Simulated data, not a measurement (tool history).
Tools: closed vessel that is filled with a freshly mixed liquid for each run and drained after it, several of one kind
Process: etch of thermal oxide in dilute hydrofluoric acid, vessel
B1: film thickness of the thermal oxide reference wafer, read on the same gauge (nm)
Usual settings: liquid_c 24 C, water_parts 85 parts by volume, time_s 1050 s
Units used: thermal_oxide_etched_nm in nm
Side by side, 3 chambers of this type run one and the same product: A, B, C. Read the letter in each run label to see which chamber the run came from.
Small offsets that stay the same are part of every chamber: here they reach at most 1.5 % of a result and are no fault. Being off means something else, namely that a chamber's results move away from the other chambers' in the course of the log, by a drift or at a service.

Run 1A, hour 4.2: usual settings; B1 69.994. Result: thermal_oxide_etched_nm 56.329 nm.
Run 2B, hour 9.2: usual settings; B1 69.976. Result: thermal_oxide_etched_nm 56.58 nm.
Run 3C, hour 14.6: usual settings; B1 69.974. Result: thermal_oxide_etched_nm 56.601 nm.
Run 4A, hour 16.9: usual settings; B1 69.985. Result: thermal_oxide_etched_nm 55.776 nm.
Run 5C, hour 21.5: usual settings; B1 69.984. Result: thermal_oxide_etched_nm 56.07 nm.
Run 6B, hour 25.8: usual settings; B1 69.967. Result: thermal_oxide_etched_nm 55.517 nm.
Run 7A, hour 29.9: usual settings but liquid_c 27 C, water_parts 60 parts by volume; B1 70.023. Result: thermal_oxide_etched_nm 93.337 nm.
Run 8C, hour 33.4: usual settings but liquid_c 27 C, water_parts 60 parts by volume; B1 70.035. Result: thermal_oxide_etched_nm 93.25 nm.
Run 9B, hour 37.3: usual settings but liquid_c 27 C, water_parts 60 parts by volume; B1 70.01. Result: thermal_oxide_etched_nm 92.997 nm.
Run 10A, hour 42: usual settings; B1 69.956. Result: thermal_oxide_etched_nm 55.696 nm.
Run 11C, hour 46.2: usual settings; B1 69.994. Result: thermal_oxide_etched_nm 56.702 nm.
Run 12B, hour 51.6: usual settings; B1 70.028. Result: thermal_oxide_etched_nm 55.817 nm.
Run 13B, hour 57: usual settings; B1 69.985. Result: thermal_oxide_etched_nm 56.019 nm.
Run 14A, hour 60.4: usual settings but time_s 1265 s; B1 70.011. Result: thermal_oxide_etched_nm 67.844 nm.
Run 15C, hour 62.8: usual settings but time_s 1265 s; B1 69.977. Result: thermal_oxide_etched_nm 70.156 nm.
Run 16A, hour 66.4: usual settings but time_s 1265 s; B1 70.007. Result: thermal_oxide_etched_nm 67.752 nm.
Run 17C, hour 71.2: usual settings; B1 69.988. Result: thermal_oxide_etched_nm 58.555 nm.
Run 18B, hour 75: usual settings; B1 70.023. Result: thermal_oxide_etched_nm 55.305 nm.
Run 19B, hour 78.4: usual settings; B1 70.001. Result: thermal_oxide_etched_nm 54.493 nm.
Run 20A, hour 81: usual settings but water_parts 110 parts by volume; B1 69.997. Result: thermal_oxide_etched_nm 41.709 nm.
Run 21C, hour 85.5: usual settings but water_parts 110 parts by volume; B1 69.935. Result: thermal_oxide_etched_nm 44.095 nm.
Run 22C, hour 90.2: usual settings but water_parts 110 parts by volume; B1 69.99. Result: thermal_oxide_etched_nm 44.809 nm.
Run 23B, hour 92.9: usual settings; B1 69.941. Result: thermal_oxide_etched_nm 56.363 nm.
Run 24A, hour 97.4: usual settings; B1 70.032. Result: thermal_oxide_etched_nm 55.856 nm.
Run 25B, hour 102.1: usual settings; B1 69.994. Result: thermal_oxide_etched_nm 55.887 nm.
Run 26C, hour 104.9: usual settings; B1 70.018. Result: thermal_oxide_etched_nm 59.5 nm.
Run 27A, hour 107.5: usual settings; B1 70.021. Result: thermal_oxide_etched_nm 55.485 nm.
Run 28A, hour 111.7: usual settings; B1 69.97. Result: thermal_oxide_etched_nm 55.73 nm.
Run 29B, hour 115: usual settings; B1 70.034. Result: thermal_oxide_etched_nm 55.494 nm.
Run 30C, hour 119.3: usual settings; B1 69.983. Result: thermal_oxide_etched_nm 59.938 nm.
Run 31C, hour 123.4: usual settings; B1 70.002. Result: thermal_oxide_etched_nm 59.692 nm.
Run 32A, hour 127: usual settings; B1 69.996. Result: thermal_oxide_etched_nm 55.309 nm.
At hour 128.2: chamber A: thermometer replaced.
Run 33B, hour 132.2: usual settings; B1 69.976. Result: thermal_oxide_etched_nm 56.113 nm.
Run 34B, hour 137.1: usual settings; B1 69.989. Result: thermal_oxide_etched_nm 55.976 nm.
Run 35A, hour 139.9: usual settings; B1 69.979. Result: thermal_oxide_etched_nm 55.499 nm.
Run 36C, hour 142.3: usual settings; B1 69.995. Result: thermal_oxide_etched_nm 60.06 nm.
Run 37A, hour 146.7: usual settings; B1 70.02. Result: thermal_oxide_etched_nm 55.293 nm.
Run 38B, hour 151.3: usual settings but water_parts 120 parts by volume, time_s 1385 s; B1 70.057. Result: thermal_oxide_etched_nm 50.959 nm.

The same settings go to every chamber for the next run, one line per chamber below. Forecast the results for each:
Run 39A, hour 155.2: usual settings but liquid_c 21.5 C. Result: thermal_oxide_etched_nm ?.
Run 39B, hour 155.2: usual settings but liquid_c 21.5 C. Result: thermal_oxide_etched_nm ?.
Run 39C, hour 155.2: usual settings but liquid_c 21.5 C. Result: thermal_oxide_etched_nm ?.

run  thermal_oxide_etched_nm
39A                   50.891
39B                   50.226
39C                   54.784

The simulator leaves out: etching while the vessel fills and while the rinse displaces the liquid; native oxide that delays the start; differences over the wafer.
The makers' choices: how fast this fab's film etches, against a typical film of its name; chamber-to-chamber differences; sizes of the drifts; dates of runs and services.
